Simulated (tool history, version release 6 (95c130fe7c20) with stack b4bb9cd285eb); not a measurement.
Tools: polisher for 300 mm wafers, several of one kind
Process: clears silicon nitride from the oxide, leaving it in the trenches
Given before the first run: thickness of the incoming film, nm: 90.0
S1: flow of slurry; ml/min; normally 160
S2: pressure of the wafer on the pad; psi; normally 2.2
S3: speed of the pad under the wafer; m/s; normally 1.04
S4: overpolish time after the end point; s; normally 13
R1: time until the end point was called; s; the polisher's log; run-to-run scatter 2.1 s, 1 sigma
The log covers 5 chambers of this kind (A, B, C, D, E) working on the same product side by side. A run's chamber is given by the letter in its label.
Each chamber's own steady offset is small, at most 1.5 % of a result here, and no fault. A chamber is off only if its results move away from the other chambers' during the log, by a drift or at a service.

At hour 0.5: chamber C: slurry nozzle cleaned.
At hour 3.7: chamber D: worn pad replaced by a new one.
Run 1B, hour 7.9: usual settings. Result: R1 130.72 s.
Run 2A, hour 12.8: usual settings. Result: R1 126.56 s.
At hour 16.7: chamber B: worn pad replaced by a new one.
Run 3C, hour 18.2: usual settings. Result: R1 128.54 s.
Run 4E, hour 26.8: usual settings. Result: R1 128.14 s.
Run 5D, hour 35.1: usual settings. Result: R1 126.16 s.
At hour 41.5: chamber A: worn pad replaced by a new one.
Run 6E, hour 41.6: usual settings. Result: R1 127.59 s.
Run 7A, hour 50.5: usual settings. Result: R1 126.51 s.
Run 8C, hour 59.6: usual settings. Result: R1 128.66 s.
Run 9B, hour 67.3: usual settings but S3 1.38 m/s. Result: R1 97.582 s.
At hour 69: chamber C: worn pad replaced by a new one.
At hour 69.7: chamber D: worn pad replaced by a new one.
Run 10D, hour 77.3: usual settings but S3 1.38 m/s. Result: R1 92.964 s.
Run 11A, hour 85: usual settings but S3 1.38 m/s. Result: R1 95.848 s.
At hour 85.5: chamber B: worn pad replaced by a new one.
Run 12D, hour 90.9: usual settings but S3 1.38 m/s. Result: R1 96.76 s.
At hour 98.1: chamber D: head pressure recalibrated.
Run 13C, hour 100.6: usual settings but S3 1.38 m/s. Result: R1 97.419 s.
Run 14E, hour 105.5: usual settings but S1 120 ml/min, S3 1.2 m/s. Result: R1 115.2 s.
Run 15B, hour 111.4: usual settings but S1 120 ml/min, S3 1.2 m/s. Result: R1 116.21 s.
Run 16D, hour 117.4: usual settings but S1 120 ml/min, S3 1.2 m/s. Result: R1 114.74 s.
Run 17E, hour 125.2: usual settings but S1 120 ml/min, S3 1.2 m/s. Result: R1 117.04 s.
Run 18C, hour 133.3: usual settings but S1 120 ml/min, S3 1.2 m/s. Result: R1 117.35 s.
At hour 136.5: chamber E: worn pad replaced by a new one.
At hour 140.8: chamber D: worn pad replaced by a new one.
Run 19B, hour 141.8: usual settings. Result: R1 126.73 s.
Run 20A, hour 150.2: usual settings. Result: R1 126.26 s.
Run 21B, hour 155.3: usual settings but S1 105 ml/min, S4 7 s. Result: R1 139.51 s.
At hour 157.5: chamber C: head pressure recalibrated.
At hour 159.6: chamber D: slurry nozzle cleaned.
At hour 159.7: chamber A: slurry nozzle cleaned.
Run 22A, hour 162.8: usual settings but S1 105 ml/min, S4 7 s. Result: R1 140.01 s.
At hour 170: chamber B: worn pad replaced by a new one.
Run 23E, hour 173.1: usual settings but S1 105 ml/min, S4 7 s. Result: R1 135.78 s.
Run 24D, hour 178: usual settings but S1 105 ml/min, S4 7 s. Result: R1 139.1 s.
Run 25C, hour 184.5: usual settings but S1 105 ml/min, S4 7 s. Result: R1 141.91 s.
Run 26E, hour 190.5: usual settings but S1 200 ml/min, S2 2 psi. Result: R1 134.83 s.
At hour 190.7: chamber C: slurry nozzle cleaned.
Run 27D, hour 201.2: usual settings but S1 200 ml/min, S2 2 psi. Result: R1 131.64 s.
At hour 202.9: chamber D: worn pad replaced by a new one.
Run 28A, hour 209.5: usual settings but S1 200 ml/min, S2 2 psi. Result: R1 136.12 s.
At hour 211.8: chamber A: worn pad replaced by a new one.
At hour 214.5: chamber C: worn pad replaced by a new one.
Run 29C, hour 215.3: usual settings but S1 200 ml/min, S2 2 psi. Result: R1 133.9 s.
Run 30B, hour 225.3: usual settings but S1 200 ml/min, S2 2 psi. Result: R1 134.05 s.
Run 31A, hour 231.3: usual settings but S3 1.24 m/s. Result: R1 107.87 s.
Run 32E, hour 237: usual settings but S3 1.24 m/s. Result: R1 107.46 s.
Run 33C, hour 245: usual settings but S3 1.24 m/s. Result: R1 105.86 s.
Run 34D, hour 250.6: usual settings but S3 1.24 m/s. Result: R1 106.07 s.
At hour 251.9: chamber B: worn pad replaced by a new one.
Run 35B, hour 258.2: usual settings but S3 1.24 m/s. Result: R1 104.63 s.
At hour 262.3: chamber D: worn pad replaced by a new one.
Run 36A, hour 266.9: usual settings. Result: R1 126.99 s.
Run 37D, hour 277.7: usual settings. Result: R1 123.42 s.
Run 38B, hour 284.2: usual settings but S4 10 s. Result: R1 123.2 s.
Run 39C, hour 289: usual settings but S4 10 s. Result: R1 124.79 s.
Run 40E, hour 294.3: usual settings but S4 10 s. Result: R1 124.25 s.
At hour 294.9: chamber E: worn pad replaced by a new one.
Run 41E, hour 302.8: usual settings but S4 10 s. Result: R1 129.66 s.
Run 42D, hour 308.2: usual settings but S4 10 s. Result: R1 124.6 s.
Run 43B, hour 314.7: usual settings. Result: R1 130.01 s.

Next, every chamber runs the same settings. What will each give?
Run 44A, hour 322.6: usual settings but S2 2.5 psi. Result: R1 ?.
Run 44B, hour 322.6: usual settings but S2 2.5 psi. Result: R1 ?.
Run 44C, hour 322.6: usual settings but S2 2.5 psi. Result: R1 ?.
Run 44D, hour 322.6: usual settings but S2 2.5 psi. Result: R1 ?.
Run 44E, hour 322.6: usual settings but S2 2.5 psi. Result: R1 ?.

run      R1
44A   109.6
44B  113.14
44C  110.63
44D  110.44
44E  111.33
